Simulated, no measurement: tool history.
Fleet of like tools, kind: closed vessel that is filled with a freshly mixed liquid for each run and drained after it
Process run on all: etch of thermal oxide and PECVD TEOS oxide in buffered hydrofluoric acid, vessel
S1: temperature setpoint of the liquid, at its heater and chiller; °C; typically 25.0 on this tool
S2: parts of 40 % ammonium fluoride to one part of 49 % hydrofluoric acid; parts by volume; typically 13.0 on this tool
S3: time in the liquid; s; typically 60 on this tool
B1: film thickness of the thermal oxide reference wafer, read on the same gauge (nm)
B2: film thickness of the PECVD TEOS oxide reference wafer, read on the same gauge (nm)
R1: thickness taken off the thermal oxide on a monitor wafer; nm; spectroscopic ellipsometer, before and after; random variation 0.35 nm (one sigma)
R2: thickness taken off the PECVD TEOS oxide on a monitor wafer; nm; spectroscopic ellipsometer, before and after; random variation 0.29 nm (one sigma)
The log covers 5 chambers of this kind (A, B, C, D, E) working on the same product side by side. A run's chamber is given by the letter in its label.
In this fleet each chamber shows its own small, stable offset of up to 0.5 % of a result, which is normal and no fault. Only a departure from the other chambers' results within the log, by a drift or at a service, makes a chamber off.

| run | day | S1 | S2 | S3 | B1 | B2 | R1 | R2 |
|---|---|---|---|---|---|---|---|---|
| 1E | 0.321 | 25.0 | 13.0 | 60 | 30.022 | 120.00 | 56.831 | 88.264 |
| 2D | 0.538 | 25.0 | 13.0 | 60 | 29.999 | 120.01 | 57.372 | 87.952 |
| 3A | 0.900 | 25.0 | 13.0 | 60 | 29.996 | 120.00 | 57.823 | 88.726 |
| 4C | 1.204 | 25.0 | 13.0 | 60 | 30.002 | 119.99 | 57.238 | 88.807 |
| 5B | 1.504 | 25.0 | 13.0 | 60 | 29.993 | 119.99 | 56.884 | 88.528 |
| 6A | 1.850 | 25.0 | 13.0 | 60 | 29.980 | 120.01 | 57.390 | 88.392 |
| 7B | 2.171 | 25.0 | 14.5 | 70 | 30.012 | 119.99 | 60.232 | 92.708 |
| 8D | 2.467 | 25.0 | 14.5 | 70 | 30.005 | 120.00 | 60.297 | 92.609 |
| 9C | 2.825 | 25.0 | 14.5 | 70 | 30.028 | 120.00 | 60.228 | 93.140 |
| 10E | 3.188 | 25.0 | 14.5 | 70 | 29.994 | 120.01 | 59.949 | 92.911 |
| 11E | 3.529 | 25.0 | 14.5 | 70 | 30.000 | 119.99 | 60.847 | 92.661 |
| 12B | 3.788 | 25.0 | 13.0 | 60 | 29.992 | 120.01 | 57.338 | 88.400 |
| 13C | 3.950 | 25.0 | 13.0 | 60 | 30.009 | 120.00 | 57.136 | 88.251 |
| 14A | 4.204 | 25.0 | 13.0 | 60 | 30.002 | 120.00 | 56.941 | 88.585 |
| 15D | 4.554 | 25.0 | 13.0 | 60 | 29.977 | 119.98 | 57.877 | 88.665 |
| 16D | 4.900 | 25.0 | 13.0 | 60 | 29.982 | 119.98 | 57.674 | 88.387 |
| 17E | 5.254 | 25.0 | 13.0 | 60 | 29.988 | 120.02 | 57.567 | 88.572 |
| 18B | 5.512 | 25.0 | 13.0 | 60 | 30.006 | 119.99 | 57.959 | 87.961 |
| 19C | 5.875 | 25.0 | 13.0 | 60 | 29.997 | 120.00 | 57.631 | 88.345 |
| 20A | 6.208 | 25.0 | 13.0 | 60 | 30.000 | 120.00 | 56.896 | 88.636 |
| 21B | 6.429 | 25.0 | 13.0 | 60 | 30.023 | 119.98 | 57.338 | 88.501 |
|  | 6.600 | chamber A: hydrofluoric acid flow meter replaced |
| 22D | 6.667 | 20.5 | 10.5 | 60 | 30.009 | 119.99 | 56.125 | 85.387 |
| 23C | 7.029 | 20.5 | 10.5 | 60 | 30.010 | 120.00 | 55.093 | 85.015 |
| 24A | 7.358 | 20.5 | 10.5 | 60 | 29.982 | 120.00 | 54.562 | 86.080 |
| 25E | 7.675 | 20.5 | 10.5 | 60 | 29.972 | 119.99 | 55.373 | 85.122 |
| 26B | 7.967 | 20.5 | 10.5 | 60 | 30.007 | 120.00 | 55.406 | 85.210 |
| 27D | 8.238 | 25.0 | 13.0 | 60 | 30.033 | 120.00 | 57.647 | 88.771 |
| 28C | 8.596 | 25.0 | 13.0 | 60 | 29.960 | 120.00 | 58.083 | 88.100 |
| 29E | 8.908 | 25.0 | 13.0 | 60 | 30.016 | 119.99 | 57.842 | 88.424 |
| 30A | 9.108 | 25.0 | 13.0 | 60 | 29.988 | 119.99 | 57.727 | 88.597 |

One chamber off, gauge drift, or nothing amiss beyond the chambers' own small offsets? If it is a chamber, which one, and what is the likeliest cause?

Beyond each chamber's small constant offset nothing stands out, and the gauge stays steady.
